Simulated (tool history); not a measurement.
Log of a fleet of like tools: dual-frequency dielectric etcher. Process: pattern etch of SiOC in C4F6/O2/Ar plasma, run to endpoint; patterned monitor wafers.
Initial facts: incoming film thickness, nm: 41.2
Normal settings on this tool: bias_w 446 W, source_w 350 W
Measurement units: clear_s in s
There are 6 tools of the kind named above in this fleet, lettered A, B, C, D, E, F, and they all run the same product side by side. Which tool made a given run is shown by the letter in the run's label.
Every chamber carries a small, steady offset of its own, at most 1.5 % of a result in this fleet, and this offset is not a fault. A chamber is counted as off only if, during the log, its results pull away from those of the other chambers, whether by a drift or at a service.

run,hour,bias_w,source_w,clear_s
1B,4.9,446,350,15.436
2C,13.1,446,350,15.067
3A,20.6,446,350,14.986
4E,25.8,446,350,15.162
5D,34.4,446,350,15.376
6F,38.6,446,350,14.961
7D,48.1,357,420,15.454
8E,56.6,357,420,15.323
9B,63.9,357,420,15.403
10A,69.5,357,420,15.246
11C,75.9,357,420,15.354
12F,84.3,357,420,15.141
13B,90.4,446,350,15.25
14E,95.9,446,350,15.195
15D,100.3,446,350,15.324
16A,107.8,446,380,14.498
17F,113.2,446,380,14.46
18C,120.3,446,380,14.603
19A,128.6,446,380,14.611
20E,136.6,446,380,14.653
21D,142.1,446,380,14.895
22B,150.8,446,350,15.345
23F,155.4,446,350,14.963
# hour 160.8: chamber C: wet clean of the chamber
24C,163.5,446,350,15.148
# hour 167.7: chamber E: wet clean of the chamber
25D,172.6,446,350,15.428
26E,182.1,446,350,14.962
27A,187.4,446,430,13.926
# hour 191: chamber A: wet clean of the chamber
28B,192.6,446,430,14.082
29C,199.9,446,430,13.874
30F,208.4,446,430,14.04
31D,215.4,446,430,14.119
32F,220.3,446,430,13.861
33A,224.7,446,350,14.97
34C,229.3,364,290,17.461
35B,236.5,364,290,17.755
36E,245.6,364,290,17.467
# hour 253.7: chamber C: source power generator calibrated
37C,254.2,364,290,17.362
38A,262.9,364,290,17.479
39D,268.9,364,290,17.687
40F,274.3,446,350,14.981

What goes on in this fleet: one chamber off, a drifting gauge, or nothing beyond the chambers' own small offsets? Name the chamber and the cause, if any.

Nothing is wrong: each chamber keeps only its own small, steady offset and the gauge holds still.
